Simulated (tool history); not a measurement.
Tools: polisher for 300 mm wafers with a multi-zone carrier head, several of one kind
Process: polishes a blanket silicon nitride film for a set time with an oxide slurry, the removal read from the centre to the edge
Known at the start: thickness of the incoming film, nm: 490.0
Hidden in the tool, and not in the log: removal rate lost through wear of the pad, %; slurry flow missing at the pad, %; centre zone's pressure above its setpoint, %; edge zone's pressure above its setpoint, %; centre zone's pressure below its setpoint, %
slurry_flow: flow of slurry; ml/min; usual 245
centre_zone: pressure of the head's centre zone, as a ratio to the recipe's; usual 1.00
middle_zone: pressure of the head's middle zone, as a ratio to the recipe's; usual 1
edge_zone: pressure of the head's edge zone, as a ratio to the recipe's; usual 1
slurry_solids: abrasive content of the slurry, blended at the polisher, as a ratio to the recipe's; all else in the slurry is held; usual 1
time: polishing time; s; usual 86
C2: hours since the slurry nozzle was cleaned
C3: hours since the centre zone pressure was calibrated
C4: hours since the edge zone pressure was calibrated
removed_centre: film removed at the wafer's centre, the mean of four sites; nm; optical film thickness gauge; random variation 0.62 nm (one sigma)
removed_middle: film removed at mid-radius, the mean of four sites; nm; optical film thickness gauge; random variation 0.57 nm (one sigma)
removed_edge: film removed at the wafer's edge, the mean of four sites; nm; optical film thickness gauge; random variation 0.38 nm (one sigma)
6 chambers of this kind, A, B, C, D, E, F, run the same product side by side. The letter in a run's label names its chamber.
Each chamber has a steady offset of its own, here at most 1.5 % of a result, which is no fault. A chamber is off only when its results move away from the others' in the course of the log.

{"run": "1A", "hour": 10.3, "slurry_flow": 245, "centre_zone": 1.0, "middle_zone": 1, "edge_zone": 1, "slurry_solids": 1, "time": 86, "wafers polished on this pad": 662, "C2": 377.8, "C3": 433.6, "C4": 397.7, "removed_centre": 58.465, "removed_middle": 59.267, "removed_edge": 59.631}
{"run": "2C", "hour": 20.5, "slurry_flow": 245, "centre_zone": 1.0, "middle_zone": 1, "edge_zone": 1, "slurry_solids": 1, "time": 86, "wafers polished on this pad": 1200, "C2": 50.9, "C3": 779.7, "C4": 421.9, "removed_centre": 58.891, "removed_middle": 60.463, "removed_edge": 60.996}
{"hour": 24.9, "done": "chamber B: slurry nozzle cleaned"}
{"run": "3B", "hour": 26.8, "slurry_flow": 245, "centre_zone": 1.0, "middle_zone": 1, "edge_zone": 1, "slurry_solids": 1, "time": 86, "wafers polished on this pad": 1421, "C2": 2.0, "C3": 268.0, "C4": 1283.7, "removed_centre": 59.319, "removed_middle": 59.889, "removed_edge": 59.175}
{"hour": 31.4, "done": "chamber B: edge zone pressure recalibrated"}
{"run": "4E", "hour": 32.4, "slurry_flow": 245, "centre_zone": 1.0, "middle_zone": 1, "edge_zone": 1, "slurry_solids": 1, "time": 86, "wafers polished on this pad": 1212, "C2": 679.5, "C3": 926.8, "C4": 972.1, "removed_centre": 59.875, "removed_middle": 60.237, "removed_edge": 59.758}
{"run": "5D", "hour": 39.6, "slurry_flow": 245, "centre_zone": 1.0, "middle_zone": 1, "edge_zone": 1, "slurry_solids": 1, "time": 86, "wafers polished on this pad": 303, "C2": 163.9, "C3": 1318.4, "C4": 646.3, "removed_centre": 59.984, "removed_middle": 59.062, "removed_edge": 59.722}
{"run": "6F", "hour": 48.8, "slurry_flow": 245, "centre_zone": 1.0, "middle_zone": 1, "edge_zone": 1, "slurry_solids": 1, "time": 86, "wafers polished on this pad": 1169, "C2": 426.3, "C3": 530.0, "C4": 971.8, "removed_centre": 60.144, "removed_middle": 61.268, "removed_edge": 59.925}
{"hour": 49.9, "done": "chamber B: worn pad replaced by a new one"}
{"hour": 54.5, "done": "chamber C: worn pad replaced by a new one"}
{"run": "7B", "hour": 56.4, "slurry_flow": 245, "centre_zone": 1.0, "middle_zone": 1, "edge_zone": 1, "slurry_solids": 1, "time": 96, "wafers polished on this pad": 44, "C2": 31.6, "C3": 297.6, "C4": 25.1, "removed_centre": 66.642, "removed_middle": 67.094, "removed_edge": 65.943}
{"run": "8C", "hour": 62.7, "slurry_flow": 245, "centre_zone": 1.0, "middle_zone": 1, "edge_zone": 1, "slurry_solids": 1, "time": 96, "wafers polished on this pad": 55, "C2": 93.1, "C3": 821.9, "C4": 464.1, "removed_centre": 67.631, "removed_middle": 67.09, "removed_edge": 67.552}
{"hour": 62.9, "done": "chamber F: worn pad replaced by a new one"}
{"hour": 63.0, "done": "chamber E: worn pad replaced by a new one"}
{"run": "9D", "hour": 72.7, "slurry_flow": 245, "centre_zone": 1.0, "middle_zone": 1, "edge_zone": 1, "slurry_solids": 1, "time": 96, "wafers polished on this pad": 527, "C2": 197.0, "C3": 1351.5, "C4": 679.4, "removed_centre": 65.868, "removed_middle": 66.7, "removed_edge": 66.86}
{"run": "10E", "hour": 78.5, "slurry_flow": 245, "centre_zone": 1.0, "middle_zone": 1, "edge_zone": 1, "slurry_solids": 1, "time": 96, "wafers polished on this pad": 105, "C2": 725.6, "C3": 972.9, "C4": 1018.2, "removed_centre": 67.462, "removed_middle": 66.165, "removed_edge": 66.374}
{"run": "11F", "hour": 83.3, "slurry_flow": 245, "centre_zone": 1.0, "middle_zone": 1, "edge_zone": 1, "slurry_solids": 1, "time": 96, "wafers polished on this pad": 138, "C2": 460.8, "C3": 564.5, "C4": 1006.3, "removed_centre": 68.321, "removed_middle": 67.319, "removed_edge": 67.786}
{"run": "12A", "hour": 93.3, "slurry_flow": 245, "centre_zone": 1.0, "middle_zone": 1, "edge_zone": 1, "slurry_solids": 1, "time": 96, "wafers polished on this pad": 1225, "C2": 460.8, "C3": 516.6, "C4": 480.7, "removed_centre": 65.358, "removed_middle": 66.241, "removed_edge": 66.938}
{"run": "13E", "hour": 102.3, "slurry_flow": 245, "centre_zone": 1.0, "middle_zone": 1, "edge_zone": 1, "slurry_solids": 1, "time": 86, "wafers polished on this pad": 266, "C2": 749.4, "C3": 996.7, "C4": 1042.0, "removed_centre": 59.223, "removed_middle": 60.756, "removed_edge": 59.858}
{"run": "14C", "hour": 112.2, "slurry_flow": 300, "centre_zone": 1.0, "middle_zone": 1, "edge_zone": 1, "slurry_solids": 1, "time": 86, "wafers polished on this pad": 391, "C2": 142.6, "C3": 871.4, "C4": 513.6, "removed_centre": 61.253, "removed_middle": 61.204, "removed_edge": 61.269}
{"hour": 116.4, "done": "chamber E: edge zone pressure recalibrated"}
{"run": "15D", "hour": 119.0, "slurry_flow": 300, "centre_zone": 1.0, "middle_zone": 1, "edge_zone": 1, "slurry_solids": 1, "time": 86, "wafers polished on this pad": 841, "C2": 243.3, "C3": 1397.8, "C4": 725.7, "removed_centre": 60.774, "removed_middle": 60.68, "removed_edge": 59.901}
{"run": "16A", "hour": 125.6, "slurry_flow": 300, "centre_zone": 1.0, "middle_zone": 1, "edge_zone": 1, "slurry_solids": 1, "time": 86, "wafers polished on this pad": 1444, "C2": 493.1, "C3": 548.9, "C4": 513.0, "removed_centre": 60.529, "removed_middle": 61.579, "removed_edge": 60.954}
{"hour": 128.7, "done": "chamber A: worn pad replaced by a new one"}
{"run": "17F", "hour": 135.5, "slurry_flow": 300, "centre_zone": 1.0, "middle_zone": 1, "edge_zone": 1, "slurry_solids": 1, "time": 86, "wafers polished on this pad": 492, "C2": 513.0, "C3": 616.7, "C4": 1058.5, "removed_centre": 60.415, "removed_middle": 61.14, "removed_edge": 60.653}
{"run": "18B", "hour": 145.8, "slurry_flow": 300, "centre_zone": 1.0, "middle_zone": 1, "edge_zone": 1, "slurry_solids": 1, "time": 86, "wafers polished on this pad": 650, "C2": 121.0, "C3": 387.0, "C4": 114.5, "removed_centre": 61.134, "removed_middle": 60.941, "removed_edge": 61.318}
{"run": "19B", "hour": 150.6, "slurry_flow": 300, "centre_zone": 1.0, "middle_zone": 1, "edge_zone": 1, "slurry_solids": 1, "time": 86, "wafers polished on this pad": 682, "C2": 125.8, "C3": 391.8, "C4": 119.3, "removed_centre": 60.43, "removed_middle": 61.622, "removed_edge": 60.95}
{"run": "20A", "hour": 157.2, "slurry_flow": 245, "centre_zone": 1.0, "middle_zone": 1, "edge_zone": 1, "slurry_solids": 1, "time": 86, "wafers polished on this pad": 193, "C2": 524.7, "C3": 580.5, "C4": 544.6, "removed_centre": 60.1, "removed_middle": 59.662, "removed_edge": 59.955}
{"hour": 162.7, "done": "chamber E: centre zone pressure recalibrated"}
{"hour": 166.9, "done": "chamber D: worn pad replaced by a new one"}
{"run": "21C", "hour": 167.0, "slurry_flow": 245, "centre_zone": 1.0, "middle_zone": 1, "edge_zone": 1, "slurry_solids": 1, "time": 86, "wafers polished on this pad": 762, "C2": 197.4, "C3": 926.2, "C4": 568.4, "removed_centre": 60.075, "removed_middle": 59.735, "removed_edge": 60.349}
{"run": "22E", "hour": 176.3, "slurry_flow": 245, "centre_zone": 1.05, "middle_zone": 1, "edge_zone": 1, "slurry_solids": 1, "time": 103, "wafers polished on this pad": 768, "C2": 823.4, "C3": 13.7, "C4": 60.0, "removed_centre": 69.051, "removed_middle": 71.91, "removed_edge": 71.312}
{"run": "23F", "hour": 182.4, "slurry_flow": 245, "centre_zone": 1.05, "middle_zone": 1, "edge_zone": 1, "slurry_solids": 1, "time": 103, "wafers polished on this pad": 810, "C2": 559.9, "C3": 663.6, "C4": 1105.4, "removed_centre": 74.918, "removed_middle": 72.646, "removed_edge": 71.991}
{"run": "24D", "hour": 191.3, "slurry_flow": 245, "centre_zone": 1.05, "middle_zone": 1, "edge_zone": 1, "slurry_solids": 1, "time": 103, "wafers polished on this pad": 166, "C2": 315.6, "C3": 1470.1, "C4": 798.0, "removed_centre": 75.617, "removed_middle": 71.259, "removed_edge": 71.277}
{"run": "25B", "hour": 196.6, "slurry_flow": 245, "centre_zone": 1.05, "middle_zone": 1, "edge_zone": 1, "slurry_solids": 1, "time": 103, "wafers polished on this pad": 994, "C2": 171.8, "C3": 437.8, "C4": 165.3, "removed_centre": 74.601, "removed_middle": 71.717, "removed_edge": 71.766}
{"run": "26F", "hour": 205.8, "slurry_flow": 245, "centre_zone": 1.05, "middle_zone": 1, "edge_zone": 1, "slurry_solids": 1, "time": 103, "wafers polished on this pad": 969, "C2": 583.3, "C3": 687.0, "C4": 1128.8, "removed_centre": 75.012, "removed_middle": 72.315, "removed_edge": 71.34}
{"run": "27C", "hour": 213.3, "slurry_flow": 245, "centre_zone": 1.05, "middle_zone": 1, "edge_zone": 1, "slurry_solids": 1, "time": 103, "wafers polished on this pad": 1076, "C2": 243.7, "C3": 972.5, "C4": 614.7, "removed_centre": 75.338, "removed_middle": 72.08, "removed_edge": 72.653}
{"run": "28E", "hour": 222.6, "slurry_flow": 245, "centre_zone": 1.0, "middle_zone": 1, "edge_zone": 1, "slurry_solids": 1, "time": 86, "wafers polished on this pad": 1082, "C2": 869.7, "C3": 60.0, "C4": 106.3, "removed_centre": 55.709, "removed_middle": 59.672, "removed_edge": 59.438}
{"hour": 226.3, "done": "chamber E: slurry nozzle cleaned"}
{"run": "29D", "hour": 227.3, "slurry_flow": 245, "centre_zone": 1.0, "middle_zone": 1, "edge_zone": 1, "slurry_solids": 1, "time": 86, "wafers polished on this pad": 410, "C2": 351.6, "C3": 1506.1, "C4": 834.0, "removed_centre": 58.873, "removed_middle": 59.197, "removed_edge": 59.581}
{"run": "30A", "hour": 233.9, "slurry_flow": 245, "centre_zone": 1.0, "middle_zone": 1, "edge_zone": 1, "slurry_solids": 1, "time": 86, "wafers polished on this pad": 713, "C2": 601.4, "C3": 657.2, "C4": 621.3, "removed_centre": 60.469, "removed_middle": 59.743, "removed_edge": 59.829}
{"run": "31D", "hour": 240.4, "slurry_flow": 245, "centre_zone": 1.0, "middle_zone": 1, "edge_zone": 1, "slurry_solids": 1, "time": 86, "wafers polished on this pad": 498, "C2": 364.7, "C3": 1519.2, "C4": 847.1, "removed_centre": 60.393, "removed_middle": 59.343, "removed_edge": 59.554}
{"run": "32F", "hour": 248.4, "slurry_flow": 245, "centre_zone": 0.96, "middle_zone": 1, "edge_zone": 1, "slurry_solids": 1, "time": 86, "wafers polished on this pad": 1257, "C2": 625.9, "C3": 729.6, "C4": 1171.4, "removed_centre": 58.001, "removed_middle": 60.022, "removed_edge": 59.64}
{"hour": 250.0, "done": "chamber E: worn pad replaced by a new one"}
{"hour": 254.2, "done": "chamber B: worn pad replaced by a new one"}
{"run": "33E", "hour": 254.9, "slurry_flow": 245, "centre_zone": 0.96, "middle_zone": 1, "edge_zone": 1, "slurry_solids": 1, "time": 86, "wafers polished on this pad": 33, "C2": 28.6, "C3": 92.3, "C4": 138.6, "removed_centre": 52.288, "removed_middle": 59.905, "removed_edge": 59.677}
{"run": "34C", "hour": 263.8, "slurry_flow": 245, "centre_zone": 0.96, "middle_zone": 1, "edge_zone": 1, "slurry_solids": 1, "time": 86, "wafers polished on this pad": 1419, "C2": 294.2, "C3": 1023.0, "C4": 665.2, "removed_centre": 57.685, "removed_middle": 61.103, "removed_edge": 60.558}
{"run": "35A", "hour": 268.8, "slurry_flow": 245, "centre_zone": 0.96, "middle_zone": 1, "edge_zone": 1, "slurry_solids": 1, "time": 86, "wafers polished on this pad": 949, "C2": 636.3, "C3": 692.1, "C4": 656.2, "removed_centre": 55.95, "removed_middle": 59.078, "removed_edge": 59.7}
{"run": "36B", "hour": 277.9, "slurry_flow": 245, "centre_zone": 0.96, "middle_zone": 1, "edge_zone": 1, "slurry_solids": 1, "time": 86, "wafers polished on this pad": 161, "C2": 253.1, "C3": 519.1, "C4": 246.6, "removed_centre": 57.525, "removed_middle": 59.26, "removed_edge": 60.088}

Is one chamber off against the others, does the gauge drift, or is nothing wrong? If a chamber is off, say which, and what the likeliest cause is.

A service left chamber E off against the others.
Cause: centre zone's pressure below its setpoint, % = 7.78.

Here are 4 candidates for chamber E's next run, each the usual settings with a change, their results left as question marks. Which one brings its results back in line with what the others give on the usual settings?
In line means no further than this from the other chambers' mean on the usual settings: removed_centre 2.200 nm; removed_middle 2.000 nm; removed_edge 1.300 nm
{"run": "37E-1", "hour": 285.3, "slurry_flow": 250, "centre_zone": 1.06, "middle_zone": 0.98, "edge_zone": 0.98, "slurry_solids": 1, "time": 87, "removed_centre": "?", "removed_middle": "?", "removed_edge": "?"}
{"run": "37E-2", "hour": 285.3, "slurry_flow": 240, "centre_zone": 0.94, "middle_zone": 1.02, "edge_zone": 1.02, "slurry_solids": 1, "time": 85, "removed_centre": "?", "removed_middle": "?", "removed_edge": "?"}
{"run": "37E-3", "hour": 285.3, "slurry_flow": 245, "centre_zone": 0.99, "middle_zone": 1.0, "edge_zone": 1.0, "slurry_solids": 1, "time": 86, "removed_centre": "?", "removed_middle": "?", "removed_edge": "?"}
{"run": "37E-4", "hour": 285.3, "slurry_flow": 245, "centre_zone": 1.01, "middle_zone": 1.0, "edge_zone": 1.0, "slurry_solids": 1, "time": 86, "removed_centre": "?", "removed_middle": "?", "removed_edge": "?"}

The other chambers' mean on the usual settings: removed_centre 59.665 nm; removed_middle 59.723 nm; removed_edge 59.834 nm
run=37E-1 removed_centre=58.959 removed_middle=59.223 removed_edge=59.350
run=37E-2 removed_centre=50.220 removed_middle=59.739 removed_edge=58.951
run=37E-3 removed_centre=53.940 removed_middle=59.500 removed_edge=59.160
run=37E-4 removed_centre=55.139 removed_middle=59.494 removed_edge=59.160
37E-1 brings the chamber back in line.

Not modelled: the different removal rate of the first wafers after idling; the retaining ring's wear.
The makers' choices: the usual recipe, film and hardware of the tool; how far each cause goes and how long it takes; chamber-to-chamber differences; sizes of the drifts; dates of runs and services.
